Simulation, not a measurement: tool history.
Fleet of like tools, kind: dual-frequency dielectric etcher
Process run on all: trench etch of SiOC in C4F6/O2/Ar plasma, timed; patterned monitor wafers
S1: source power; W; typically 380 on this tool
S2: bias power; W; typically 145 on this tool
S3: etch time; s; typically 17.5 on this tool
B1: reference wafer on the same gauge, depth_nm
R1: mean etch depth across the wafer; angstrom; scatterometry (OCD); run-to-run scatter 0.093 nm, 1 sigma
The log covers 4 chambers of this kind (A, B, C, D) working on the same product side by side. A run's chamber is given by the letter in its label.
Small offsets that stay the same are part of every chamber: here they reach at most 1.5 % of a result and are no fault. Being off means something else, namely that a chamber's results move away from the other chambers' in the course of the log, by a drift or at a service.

{"run": "1D", "hour": 5.4, "S1": 380, "S2": 145, "S3": 17.5, "B1": 35.473, "R1": 328.17}
{"run": "2C", "hour": 13.5, "S1": 380, "S2": 145, "S3": 17.5, "B1": 35.486, "R1": 335.07}
{"run": "3B", "hour": 22.4, "S1": 380, "S2": 145, "S3": 17.5, "B1": 35.493, "R1": 335.54}
{"run": "4A", "hour": 31.1, "S1": 380, "S2": 145, "S3": 17.5, "B1": 35.479, "R1": 331.27}
{"run": "5D", "hour": 40.4, "S1": 380, "S2": 145, "S3": 17.5, "B1": 35.498, "R1": 327.61}
{"run": "6B", "hour": 46.5, "S1": 380, "S2": 145, "S3": 17.5, "B1": 35.511, "R1": 336.06}
{"run": "7C", "hour": 52.5, "S1": 380, "S2": 145, "S3": 17.5, "B1": 35.505, "R1": 334.81}
{"run": "8A", "hour": 57.9, "S1": 380, "S2": 145, "S3": 17.5, "B1": 35.508, "R1": 332.24}
{"run": "9D", "hour": 68.2, "S1": 380, "S2": 145, "S3": 17.5, "B1": 35.488, "R1": 327.7}
{"hour": 72.1, "done": "chamber A: wet clean of the chamber"}
{"run": "10A", "hour": 77.7, "S1": 380, "S2": 145, "S3": 17.5, "B1": 35.509, "R1": 333.44}
{"run": "11B", "hour": 87.5, "S1": 380, "S2": 145, "S3": 17.5, "B1": 35.5, "R1": 333.53}
{"run": "12C", "hour": 94.6, "S1": 380, "S2": 168, "S3": 17.5, "B1": 35.542, "R1": 351.13}
{"run": "13C", "hour": 101.4, "S1": 380, "S2": 168, "S3": 17.5, "B1": 35.529, "R1": 350.76}
{"run": "14A", "hour": 109.5, "S1": 380, "S2": 168, "S3": 17.5, "B1": 35.491, "R1": 348.36}
{"run": "15D", "hour": 117.3, "S1": 380, "S2": 168, "S3": 17.5, "B1": 35.497, "R1": 344.47}
{"run": "16B", "hour": 124.1, "S1": 380, "S2": 145, "S3": 17.5, "B1": 35.517, "R1": 335.19}
{"run": "17A", "hour": 129.5, "S1": 380, "S2": 145, "S3": 17.5, "B1": 35.506, "R1": 331.78}
{"run": "18B", "hour": 139.1, "S1": 380, "S2": 145, "S3": 14.5, "B1": 35.479, "R1": 278.2}
{"run": "19D", "hour": 148.4, "S1": 380, "S2": 145, "S3": 14.5, "B1": 35.489, "R1": 271.83}
{"run": "20C", "hour": 156.0, "S1": 380, "S2": 145, "S3": 14.5, "B1": 35.512, "R1": 276.64}
{"run": "21D", "hour": 162.3, "S1": 380, "S2": 145, "S3": 14.5, "B1": 35.491, "R1": 271.85}
{"run": "22C", "hour": 171.4, "S1": 380, "S2": 145, "S3": 17.5, "B1": 35.508, "R1": 334.85}
{"run": "23A", "hour": 181.4, "S1": 380, "S2": 145, "S3": 17.5, "B1": 35.525, "R1": 333.52}
{"run": "24B", "hour": 191.4, "S1": 380, "S2": 145, "S3": 17.5, "B1": 35.493, "R1": 335.38}
{"run": "25A", "hour": 196.2, "S1": 380, "S2": 145, "S3": 17.5, "B1": 35.489, "R1": 332.17}
{"run": "26D", "hour": 204.2, "S1": 380, "S2": 145, "S3": 17.5, "B1": 35.497, "R1": 326.06}
{"run": "27C", "hour": 210.5, "S1": 380, "S2": 145, "S3": 17.5, "B1": 35.504, "R1": 334.95}
{"run": "28B", "hour": 217.0, "S1": 380, "S2": 145, "S3": 17.5, "B1": 35.472, "R1": 334.25}
{"run": "29A", "hour": 223.3, "S1": 380, "S2": 145, "S3": 17.5, "B1": 35.504, "R1": 331.41}
{"run": "30B", "hour": 231.0, "S1": 380, "S2": 145, "S3": 17.5, "B1": 35.472, "R1": 333.77}
{"hour": 235.0, "done": "chamber C: wet clean of the chamber"}
{"run": "31D", "hour": 239.6, "S1": 380, "S2": 120, "S3": 13.5, "B1": 35.478, "R1": 236.75}
{"run": "32C", "hour": 248.8, "S1": 380, "S2": 120, "S3": 13.5, "B1": 35.492, "R1": 244.2}
{"run": "33D", "hour": 253.9, "S1": 380, "S2": 120, "S3": 13.5, "B1": 35.498, "R1": 236.93}
{"run": "34A", "hour": 261.8, "S1": 380, "S2": 120, "S3": 13.5, "B1": 35.507, "R1": 241.84}
{"hour": 265.2, "done": "chamber D: bias power generator calibrated"}
{"run": "35C", "hour": 268.1, "S1": 380, "S2": 145, "S3": 17.5, "B1": 35.489, "R1": 336.11}
{"run": "36B", "hour": 274.2, "S1": 380, "S2": 145, "S3": 17.5, "B1": 35.49, "R1": 333.58}
{"run": "37D", "hour": 278.7, "S1": 380, "S2": 145, "S3": 17.5, "B1": 35.501, "R1": 325.52}
{"run": "38C", "hour": 287.1, "S1": 380, "S2": 145, "S3": 17.5, "B1": 35.5, "R1": 334.82}
{"run": "39A", "hour": 295.1, "S1": 380, "S2": 145, "S3": 17.5, "B1": 35.488, "R1": 332.96}
{"run": "40B", "hour": 304.1, "S1": 380, "S2": 145, "S3": 17.5, "B1": 35.509, "R1": 334.29}
{"run": "41C", "hour": 310.5, "S1": 380, "S2": 145, "S3": 17.5, "B1": 35.502, "R1": 336.05}
{"run": "42A", "hour": 320.6, "S1": 470, "S2": 145, "S3": 13.0, "B1": 35.483, "R1": 268.52}

The same settings go to every chamber for the next run, one line per chamber below. Forecast the results for each:
{"run": "43A", "hour": 328.0, "S1": 380, "S2": 145, "S3": 17.5, "R1": "?"}
{"run": "43B", "hour": 328.0, "S1": 380, "S2": 145, "S3": 17.5, "R1": "?"}
{"run": "43C", "hour": 328.0, "S1": 380, "S2": 145, "S3": 17.5, "R1": "?"}
{"run": "43D", "hour": 328.0, "S1": 380, "S2": 145, "S3": 17.5, "R1": "?"}

run=43A R1=333.80
run=43B R1=335.66
run=43C R1=335.78
run=43D R1=323.94
